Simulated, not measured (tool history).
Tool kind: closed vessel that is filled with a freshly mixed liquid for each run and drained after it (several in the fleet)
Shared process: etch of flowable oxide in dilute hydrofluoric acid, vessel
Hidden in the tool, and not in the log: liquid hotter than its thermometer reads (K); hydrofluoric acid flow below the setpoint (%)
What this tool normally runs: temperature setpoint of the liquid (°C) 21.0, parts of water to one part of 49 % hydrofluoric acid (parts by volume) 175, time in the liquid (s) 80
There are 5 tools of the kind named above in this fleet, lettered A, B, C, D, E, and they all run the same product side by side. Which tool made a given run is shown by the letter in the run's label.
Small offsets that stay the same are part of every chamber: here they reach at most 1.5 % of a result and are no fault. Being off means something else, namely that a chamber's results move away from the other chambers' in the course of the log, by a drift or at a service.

run	hour	temperature setpoint of the liquid (°C)	parts of water to one part of 49 % hydrofluoric acid (parts by volume)	time in the liquid (s)	hours since the thermometer was replaced	hours since the hydrofluoric acid flow meter was replaced	read-back film thickness of the flowable oxide reference wafer, read on the same gauge (nm)	thickness taken off the flowable oxide on a monitor wafer (nm)
1E	7.3	21.0	175	80	506.8	797.5	70.015	18.202
# hour 7.6: chamber A: hydrofluoric acid flow meter replaced
2B	15.1	21.0	175	80	1290.7	888.3	70.006	18.462
3C	20.8	21.0	175	80	1367.7	1051.9	69.996	18.250
4A	26.6	21.0	175	80	721.3	19.1	69.998	18.303
5D	32.1	21.0	175	80	2305.8	1610.1	70.040	18.313
6E	39.9	21.0	175	80	539.4	830.1	69.985	18.170
7C	43.9	21.0	175	80	1390.8	1075.0	69.983	18.704
8D	51.6	21.0	175	80	2325.3	1629.6	70.011	18.347
9B	58.6	21.0	175	80	1334.2	931.8	69.992	18.491
10A	65.4	21.0	175	80	760.1	57.9	70.022	18.170
# hour 69.2: chamber B: thermometer replaced
11D	72.3	21.0	175	60	2346.0	1650.3	70.023	13.676
12C	77.3	21.0	175	60	1424.2	1108.4	69.977	13.842
13B	85.2	21.0	175	60	16.1	958.4	70.022	13.740
14E	92.8	21.0	175	60	592.3	883.0	69.992	13.631
15A	98.8	21.0	175	60	793.5	91.3	70.000	13.750
16B	104.0	21.0	175	80	34.9	977.2	70.003	18.341
17E	112.2	21.0	175	80	611.7	902.4	69.992	18.369
18A	118.1	21.0	175	80	812.8	110.6	70.021	18.249
19D	123.2	21.0	175	80	2396.9	1701.2	69.976	18.415
20C	131.0	21.0	175	80	1477.9	1162.1	69.981	18.296
21A	135.3	21.0	175	80	830.0	127.8	69.982	18.133
22C	139.7	21.0	175	80	1486.6	1170.8	70.003	18.464
23D	145.3	21.0	175	80	2419.0	1723.3	69.998	18.257
24E	152.0	21.0	175	80	651.5	942.2	70.019	18.738
25B	160.0	21.0	175	80	90.9	1033.2	69.986	18.476
26D	167.1	24.5	230	80	2440.8	1745.1	70.010	14.910
27B	174.9	24.5	230	80	105.8	1048.1	69.982	15.027
28A	180.7	24.5	230	80	875.4	173.2	69.981	14.922
29E	188.0	24.5	230	80	687.5	978.2	69.969	15.320
30C	193.2	24.5	230	80	1540.1	1224.3	69.999	15.155
# hour 199.5: chamber D: thermometer replaced
31C	201.2	22.5	145	80	1548.1	1232.3	70.006	24.339
32E	206.3	22.5	145	80	705.8	996.5	69.990	25.095
33D	214.9	22.5	145	80	15.4	1792.9	69.978	24.242
34A	222.3	22.5	145	80	917.0	214.8	70.006	24.286
35B	230.4	22.5	145	80	161.3	1103.6	69.981	24.509
36B	237.7	21.0	175	45	168.6	1110.9	70.017	10.298
37E	244.2	21.0	175	45	743.7	1034.4	70.012	10.856
38A	249.6	21.0	175	45	944.3	242.1	69.988	10.268
39D	257.9	21.0	175	45	58.4	1835.9	69.995	10.401
40C	263.7	21.0	175	45	1610.6	1294.8	70.000	10.402
41A	271.8	21.0	175	80	966.5	264.3	69.989	18.101

All chambers now run identical settings, listed one chamber a line with results as question marks. What results will each chamber show?
42A	277.9	25.5	175	80				?
42B	277.9	25.5	175	80				?
42C	277.9	25.5	175	80				?
42D	277.9	25.5	175	80				?
42E	277.9	25.5	175	80				?

run	thickness taken off the flowable oxide on a monitor wafer (nm)
42A	21.634
42B	21.923
42C	21.803
42D	21.977
42E	23.072

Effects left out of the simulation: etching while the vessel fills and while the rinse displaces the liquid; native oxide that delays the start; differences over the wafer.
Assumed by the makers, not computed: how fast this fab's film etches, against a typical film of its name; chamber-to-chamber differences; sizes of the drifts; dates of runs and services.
